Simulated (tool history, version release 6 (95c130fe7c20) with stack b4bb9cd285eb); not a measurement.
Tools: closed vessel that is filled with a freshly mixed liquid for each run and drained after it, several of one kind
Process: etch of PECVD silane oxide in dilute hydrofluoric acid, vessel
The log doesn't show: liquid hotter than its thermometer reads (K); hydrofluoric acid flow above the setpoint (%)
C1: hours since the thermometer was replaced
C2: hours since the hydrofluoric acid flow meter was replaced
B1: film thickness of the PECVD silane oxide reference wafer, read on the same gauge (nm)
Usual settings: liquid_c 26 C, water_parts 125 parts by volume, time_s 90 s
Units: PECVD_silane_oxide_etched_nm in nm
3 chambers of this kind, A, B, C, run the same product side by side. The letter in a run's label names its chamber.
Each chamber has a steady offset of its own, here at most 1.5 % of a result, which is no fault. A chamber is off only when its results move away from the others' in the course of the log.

Run 1A, day 0.267: usual settings; C1 413.7; C2 1551.8; B1 120.02. Result: PECVD_silane_oxide_etched_nm 11.297 nm.
Run 2C, day 0.404: usual settings; C1 613.8; C2 211.9; B1 120.01. Result: PECVD_silane_oxide_etched_nm 11.477 nm.
Run 3B, day 0.662: usual settings; C1 198.9; C2 57.7; B1 119.99. Result: PECVD_silane_oxide_etched_nm 11.226 nm.
Run 4A, day 0.825: usual settings; C1 427.1; C2 1565.2; B1 120.03. Result: PECVD_silane_oxide_etched_nm 11.384 nm.
Run 5C, day 1.054: usual settings; C1 629.4; C2 227.5; B1 120. Result: PECVD_silane_oxide_etched_nm 11.417 nm.
Run 6B, day 1.283: usual settings; C1 213.8; C2 72.6; B1 119.99. Result: PECVD_silane_oxide_etched_nm 11.478 nm.
Run 7B, day 1.562: usual settings; C1 220.5; C2 79.3; B1 119.99. Result: PECVD_silane_oxide_etched_nm 11.248 nm.
Run 8C, day 1.729: usual settings; C1 645.6; C2 243.7; B1 120.01. Result: PECVD_silane_oxide_etched_nm 11.399 nm.
Run 9A, day 1.942: usual settings; C1 453.9; C2 1592; B1 119.97. Result: PECVD_silane_oxide_etched_nm 11.492 nm.
Run 10C, day 2.104: usual settings but liquid_c 28.5 C, water_parts 85 parts by volume; C1 654.6; C2 252.7; B1 119.97. Result: PECVD_silane_oxide_etched_nm 19.461 nm.
Run 11B, day 2.312: usual settings but liquid_c 28.5 C, water_parts 85 parts by volume; C1 238.5; C2 97.3; B1 120. Result: PECVD_silane_oxide_etched_nm 19.281 nm.
Run 12A, day 2.438: usual settings but liquid_c 28.5 C, water_parts 85 parts by volume; C1 465.8; C2 1603.9; B1 119.99. Result: PECVD_silane_oxide_etched_nm 19.604 nm.
Run 13A, day 2.629: usual settings; C1 470.4; C2 1608.5; B1 119.99. Result: PECVD_silane_oxide_etched_nm 11.623 nm.
Run 14C, day 2.808: usual settings; C1 671.5; C2 269.6; B1 119.99. Result: PECVD_silane_oxide_etched_nm 11.46 nm.
Run 15B, day 2.929: usual settings; C1 253.3; C2 112.1; B1 120. Result: PECVD_silane_oxide_etched_nm 11.155 nm.
Run 16A, day 3.167: usual settings; C1 483.3; C2 1621.4; B1 120. Result: PECVD_silane_oxide_etched_nm 11.904 nm.
Run 17B, day 3.292: usual settings; C1 262; C2 120.8; B1 120.02. Result: PECVD_silane_oxide_etched_nm 11.18 nm.
Run 18C, day 3.512: usual settings; C1 688.4; C2 286.5; B1 119.98. Result: PECVD_silane_oxide_etched_nm 11.519 nm.
Run 19A, day 3.758: usual settings; C1 497.5; C2 1635.6; B1 120. Result: PECVD_silane_oxide_etched_nm 11.82 nm.
Run 20C, day 3.979: usual settings; C1 699.6; C2 297.7; B1 120.03. Result: PECVD_silane_oxide_etched_nm 11.431 nm.
Run 21B, day 4.1: usual settings; C1 281.4; C2 140.2; B1 120. Result: PECVD_silane_oxide_etched_nm 11.241 nm.
Run 22B, day 4.333: usual settings; C1 287; C2 145.8; B1 119.99. Result: PECVD_silane_oxide_etched_nm 11.227 nm.

All 3 chambers run these settings next. Forecast each chamber's results:
Run 23A, day 4.538: usual settings but liquid_c 23.5 C. Result: PECVD_silane_oxide_etched_nm ?.
Run 23B, day 4.538: usual settings but liquid_c 23.5 C. Result: PECVD_silane_oxide_etched_nm ?.
Run 23C, day 4.538: usual settings but liquid_c 23.5 C. Result: PECVD_silane_oxide_etched_nm ?.

run  PECVD_silane_oxide_etched_nm
23A                        10.926
23B                        10.276
23C                        10.296

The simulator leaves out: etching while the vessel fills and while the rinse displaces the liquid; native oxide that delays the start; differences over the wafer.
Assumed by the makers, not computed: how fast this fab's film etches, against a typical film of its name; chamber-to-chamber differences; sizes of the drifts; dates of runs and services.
